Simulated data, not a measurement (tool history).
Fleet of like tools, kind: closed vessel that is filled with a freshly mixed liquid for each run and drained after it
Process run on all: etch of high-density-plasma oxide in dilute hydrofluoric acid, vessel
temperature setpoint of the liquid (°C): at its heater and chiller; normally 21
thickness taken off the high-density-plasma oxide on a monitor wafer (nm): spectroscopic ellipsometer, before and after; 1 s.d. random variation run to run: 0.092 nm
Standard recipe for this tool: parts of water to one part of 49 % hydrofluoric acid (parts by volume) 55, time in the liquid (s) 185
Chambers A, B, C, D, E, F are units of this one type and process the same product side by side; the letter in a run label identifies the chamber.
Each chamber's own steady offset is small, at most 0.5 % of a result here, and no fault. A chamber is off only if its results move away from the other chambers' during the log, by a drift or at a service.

run,day,temperature setpoint of the liquid (°C),parts of water to one part of 49 % hydrofluoric acid (parts by volume),time in the liquid (s),"read-back film thickness of the high-density-plasma oxide reference wafer, read on the same gauge (nm)",thickness taken off the high-density-plasma oxide on a monitor wafer (nm)
1C,0.425,21,55,185,70.004,18.696
2D,0.742,21,55,185,69.996,18.834
3E,1.025,21,55,185,69.992,18.616
4B,1.283,21,55,185,70.010,18.810
5F,1.767,21,70,185,69.980,14.496
6A,2.004,21,70,185,69.968,14.450
7B,2.354,21,70,185,70.002,14.486
8E,2.721,21,70,185,70.003,14.392
# day 2.954: chamber F: hydrofluoric acid flow meter replaced
9A,3.025,21,70,185,70.002,14.451
# day 3.067: chamber E: hydrofluoric acid flow meter replaced
10C,3.529,21,70,185,70.000,14.444
11F,4.046,21,55,185,70.004,18.697
12D,4.292,21,55,185,69.990,18.772
13A,4.767,21,70,185,70.013,14.384
14C,5.204,21,70,185,70.007,14.428
15F,5.488,21,70,185,70.016,14.675
16B,5.775,21,70,185,70.014,14.470
17D,6.046,21,70,185,69.994,14.382
18E,6.458,21,70,185,69.991,14.475
19C,6.829,18,45,185,69.982,20.328
20B,7.108,18,45,185,69.988,20.492
21E,7.600,18,45,185,69.986,20.274
22A,8.058,18,45,185,70.003,20.365
23D,8.500,18,45,185,70.003,20.420
24F,8.875,18,45,185,69.980,20.204
25C,9.350,21,55,185,69.996,18.835
26A,9.571,21,55,185,69.980,18.677
# day 9.617: chamber E: thermometer replaced
27D,9.933,21,55,185,70.006,18.811
28B,10.212,21,55,185,70.017,18.737
29F,10.717,21,55,185,70.000,18.665
30E,10.958,17,55,185,70.008,15.837
31D,11.188,17,55,185,70.023,15.846
32A,11.629,17,55,185,69.996,15.778
33C,12.146,17,55,185,69.977,15.880
34F,12.600,17,55,185,69.979,15.881
35E,12.833,17,55,185,69.995,15.789
36B,13.104,21,55,185,69.990,18.790
37C,13.479,21,55,185,69.988,18.723

All chambers now run identical settings, listed one chamber a line with results as question marks. What results will each chamber show?
38A,13.846,21,55,185,,?
38B,13.846,21,55,185,,?
38C,13.846,21,55,185,,?
38D,13.846,21,55,185,,?
38E,13.846,21,55,185,,?
38F,13.846,21,55,185,,?

run,thickness taken off the high-density-plasma oxide on a monitor wafer (nm)
38A,18.675
38B,18.689
38C,18.533
38D,18.692
38E,18.631
38F,18.710
